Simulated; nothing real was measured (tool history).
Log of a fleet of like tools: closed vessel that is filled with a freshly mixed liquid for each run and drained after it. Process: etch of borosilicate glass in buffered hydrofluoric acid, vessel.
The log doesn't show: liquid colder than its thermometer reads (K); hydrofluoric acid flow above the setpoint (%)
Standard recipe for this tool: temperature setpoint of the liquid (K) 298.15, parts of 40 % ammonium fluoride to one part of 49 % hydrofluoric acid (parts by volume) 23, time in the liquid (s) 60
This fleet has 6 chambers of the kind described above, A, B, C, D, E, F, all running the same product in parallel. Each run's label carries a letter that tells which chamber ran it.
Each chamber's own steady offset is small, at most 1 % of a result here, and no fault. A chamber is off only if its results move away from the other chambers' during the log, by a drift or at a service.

run	hour	temperature setpoint of the liquid (K)	parts of 40 % ammonium fluoride to one part of 49 % hydrofluoric acid (parts by volume)	time in the liquid (s)	hours since the thermometer was replaced	hours since the hydrofluoric acid flow meter was replaced	read-back film thickness of the borosilicate glass reference wafer, read on the same gauge (nm)	thickness taken off the borosilicate glass on a monitor wafer (nm)
1C	8.9	298.15	23	60	1230.5	50.8	39.98	36.327
2D	15.7	298.15	23	60	1406.9	1147.7	39.984	36.665
3F	21	298.15	23	60	896.6	251.9	40.021	36.75
4E	26	298.15	23	60	490.2	1573.9	39.991	36.444
5B	35.6	298.15	23	60	1416.6	603.9	39.97	35.403
6A	43.6	298.15	23	60	1051.4	1041.3	40.014	36.329
7B	51.6	298.15	23	60	1432.6	619.9	40.024	36.056
# hour 60.7: chamber D: thermometer replaced
8D	61.2	298.15	23	60	0.6	1193.2	40.001	36.405
9A	69.6	298.15	23	60	1077.4	1067.3	39.994	35.972
10F	76.5	298.15	23	60	952.1	307.4	40.005	36.411
11C	82.8	298.15	23	60	1304.4	124.7	39.98	36.331
12E	88.5	298.15	23	60	552.7	1636.4	39.983	36.88
13D	96.4	300.65	23	45	35.8	1228.4	40.011	31.306
14E	104.8	300.65	23	45	569	1652.7	39.998	30.981
15B	110.1	300.65	23	45	1491.1	678.4	39.999	31.335
# hour 111.6: chamber B: thermometer replaced
16C	115.3	300.65	23	45	1336.9	157.2	40.014	31.264
17F	122.2	300.65	23	45	997.8	353.1	39.98	31.137
18A	130.9	300.65	23	45	1138.7	1128.6	40.021	30.869
19E	140.3	298.15	23	60	604.5	1688.2	40.005	36.454
20C	149.1	298.15	23	60	1370.7	191	40.012	36.594
21A	156.5	298.15	23	60	1164.3	1154.2	40.021	36.057
22D	161.9	298.15	23	60	101.3	1293.9	40.012	36.965
23F	166.2	298.15	23	60	1041.8	397.1	40.006	36.408
24B	174.1	298.15	23	60	62.5	742.4	39.998	37.897
25D	178.3	298.15	23	60	117.7	1310.3	40.015	36.282
26E	184.2	298.15	23	60	648.4	1732.1	39.994	36.843
27A	191.9	298.15	29	40	1199.7	1189.6	40.001	20.774
28C	200.6	298.15	29	40	1422.2	242.5	40.002	20.949
29F	209.6	298.15	29	40	1085.2	440.5	40.002	20.555
# hour 215: chamber F: hydrofluoric acid flow meter replaced
30B	218.3	298.15	29	40	106.7	786.6	39.996	21.414
31F	223.6	298.15	29	40	1099.2	8.6	40.001	20.721
32E	231	298.15	29	40	695.2	1778.9	39.999	20.429
33A	235.3	298.15	26.5	60	1243.1	1233	39.995	33.331
34D	242.3	298.15	26.5	60	181.7	1374.3	40.021	33.448
35B	249.1	298.15	26.5	60	137.5	817.4	40.017	34.817
36C	256.9	298.15	26.5	60	1478.5	298.8	40.009	33.011
37E	263.3	298.15	26.5	60	727.5	1811.2	40.006	32.42
38C	268	298.15	26.5	60	1489.6	309.9	40.025	33.283
39A	273.7	298.15	23	60	1281.5	1271.4	39.995	36.003
40D	281.3	298.15	23	60	220.7	1413.3	40.013	36.334
41F	288.9	298.15	23	60	1164.5	73.9	40.016	36.497
42B	296.2	298.15	23	60	184.6	864.5	40.006	38.511

All chambers now run identical settings, listed one chamber a line with results as question marks. What results will each chamber show?
43A	303.2	298.15	26	60				?
43B	303.2	298.15	26	60				?
43C	303.2	298.15	26	60				?
43D	303.2	298.15	26	60				?
43E	303.2	298.15	26	60				?
43F	303.2	298.15	26	60				?

run	thickness taken off the borosilicate glass on a monitor wafer (nm)
43A	33.599
43B	35.887
43C	33.854
43D	33.372
43E	33.712
43F	33.636
